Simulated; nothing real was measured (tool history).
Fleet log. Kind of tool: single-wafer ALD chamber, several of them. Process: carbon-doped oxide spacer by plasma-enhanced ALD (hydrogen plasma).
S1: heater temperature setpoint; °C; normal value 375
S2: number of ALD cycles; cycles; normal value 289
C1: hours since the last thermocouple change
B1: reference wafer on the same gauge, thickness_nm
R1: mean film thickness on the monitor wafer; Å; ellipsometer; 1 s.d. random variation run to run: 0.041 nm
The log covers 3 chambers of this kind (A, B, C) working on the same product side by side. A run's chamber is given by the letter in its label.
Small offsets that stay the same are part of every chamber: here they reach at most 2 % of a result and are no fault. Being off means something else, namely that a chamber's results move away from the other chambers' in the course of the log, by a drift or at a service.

run    day   S1   S2      C1      B1      R1
 1C  0.229  375  289  1338.0  11.699  147.68
 2A  0.467  375  289  1670.6  11.697  143.76
 3B  0.617  375  289   235.4  11.702  142.54
 4B  0.750  375  289   238.6  11.694  142.93
 5C  0.912  364  307  1354.4  11.699  156.32
 6A  1.033  364  307  1684.2  11.703  152.32
 7B  1.175  364  307   248.8  11.697  151.98
 8A  1.292  375  289  1690.4  11.703  143.18
 9C  1.492  375  289  1368.3  11.702  147.64
10B  1.646  375  289   260.1  11.695  142.60
11A  1.792  375  289  1702.4  11.706  144.10
12C  1.921  375  289  1378.6  11.700  146.79
13B  2.146  375  289   272.1  11.704  142.97
14C  2.325  365  232  1388.3  11.700  117.70
15A  2.592  365  232  1721.6  11.690  114.73
16C  2.838  365  232  1400.6  11.703  118.25
17A  2.962  366  308  1730.5  11.699  153.29
18B  3.171  366  308   296.7  11.697  151.80
19B  3.433  366  308   303.0  11.696  151.92
20C  3.600  375  289  1418.9  11.695  147.30
21A  3.838  375  289  1751.5  11.700  143.47
22C  4.004  375  289  1428.6  11.703  147.30
23A  4.246  375  289  1761.3  11.697  143.44
24B  4.388  375  289   325.9  11.707  143.45
25C  4.546  375  289  1441.6  11.714  146.59
26B  4.771  363  242   335.1  11.701  119.84
27A  4.958  363  242  1778.4  11.710  120.02
28B  5.196  363  242   345.3  11.700  118.87
29C  5.442  375  289  1463.1  11.695  146.25
30A  5.596  375  289  1793.7  11.691  144.33
31B  5.779  375  289   359.3  11.697  142.74
32C  6.017  375  289  1476.9  11.705  147.04
33A  6.229  375  289  1808.9  11.703  143.98
34C  6.446  375  289  1487.2  11.706  147.33
35A  6.696  375  289  1820.1  11.694  143.69
36B  6.908  375  289   386.4  11.699  143.16
37A  7.138  375  289  1830.7  11.702  144.07
38C  7.300  375  289  1507.7  11.694  147.77
39B  7.425  375  289   398.8  11.701  142.40

Which is it: a chamber that has drifted or been left off by a service, a gauge drift common to all chambers, or only each chamber's usual small offset? If a chamber is off, name it and its likeliest cause.

Nothing is wrong: each chamber keeps only its own small, steady offset and the gauge holds still.
